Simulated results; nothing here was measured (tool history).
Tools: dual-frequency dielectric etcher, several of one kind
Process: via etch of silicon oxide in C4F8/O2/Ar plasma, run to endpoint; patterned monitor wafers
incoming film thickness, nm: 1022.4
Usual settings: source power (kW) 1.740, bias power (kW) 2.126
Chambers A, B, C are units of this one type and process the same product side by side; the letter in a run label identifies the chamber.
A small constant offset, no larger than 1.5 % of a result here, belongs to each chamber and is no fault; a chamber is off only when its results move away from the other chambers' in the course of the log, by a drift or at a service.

run	day	source power (kW)	bias power (kW)	hours since the last wet clean	hours since the last source power generator calibration	hours since the last bias power generator calibration	endpoint time (s)
1C	0.167	1.740	2.126	367.7	4856.3	3528.2	212.43
2A	0.375	1.740	2.126	153.9	2127.0	1369.8	211.78
3B	0.662	1.740	2.126	244.5	1658.4	498.0	210.46
4B	0.888	1.740	2.126	249.9	1663.8	503.4	211.45
5A	1.179	1.740	2.126	173.2	2146.3	1389.1	211.69
# day 1.225: chamber C: wet clean of the chamber
6C	1.358	1.740	2.126	3.3	4884.9	3556.8	210.17
7B	1.546	1.740	2.126	265.7	1679.6	519.2	213.04
8C	1.742	1.740	2.126	12.5	4894.1	3566.0	211.65
9A	1.975	1.740	2.126	192.3	2165.4	1408.2	208.25
10B	2.262	1.740	2.126	282.9	1696.8	536.4	211.21
11C	2.446	1.740	2.126	29.4	4911.0	3582.9	211.81
12A	2.621	1.740	2.126	207.8	2180.9	1423.7	209.74
13A	2.908	1.740	2.126	214.7	2187.8	1430.6	207.70
14B	3.046	2.050	1.686	301.7	1715.6	555.2	212.91
15C	3.200	2.050	1.686	47.5	4929.1	3601.0	213.78
16A	3.354	2.050	1.686	225.4	2198.5	1441.3	206.44
17C	3.538	1.740	2.126	55.6	4937.2	3609.1	212.42
18B	3.829	1.740	2.126	320.5	1734.4	574.0	210.98
19A	4.021	1.740	2.126	241.4	2214.5	1457.3	200.77
20B	4.196	1.740	2.126	329.3	1743.2	582.8	210.44
21C	4.429	1.740	2.126	77.0	4958.6	3630.5	211.80

Which is it: a chamber that has drifted or been left off by a service, a gauge drift common to all chambers, or only each chamber's usual small offset? If a chamber is off, name it and its likeliest cause.

It is chamber A that slowly wanders off from its peers.
Likeliest cause: etch rate over this chamber's usual, % = 5.5.

Which of the 4 candidates below, each the usual settings with something changed and its results left as question marks, puts chamber A back in line with what the other chambers give on the usual settings?
A result is in line if it is within this distance of the other chambers' mean on the usual settings: endpoint time (s) 5.90
22A-1	4.642	1.980	2.126				?
22A-2	4.642	1.580	1.987				?
22A-3	4.642	2.250	2.126				?
22A-4	4.642	1.360	2.126				?

Other chambers, usual settings, mean: endpoint time (s) 211.67
run	endpoint time (s)
22A-1	189.70
22A-2	212.00
22A-3	180.16
22A-4	220.70
22A-2 is the one that brings the chamber's results back in line with the other chambers.
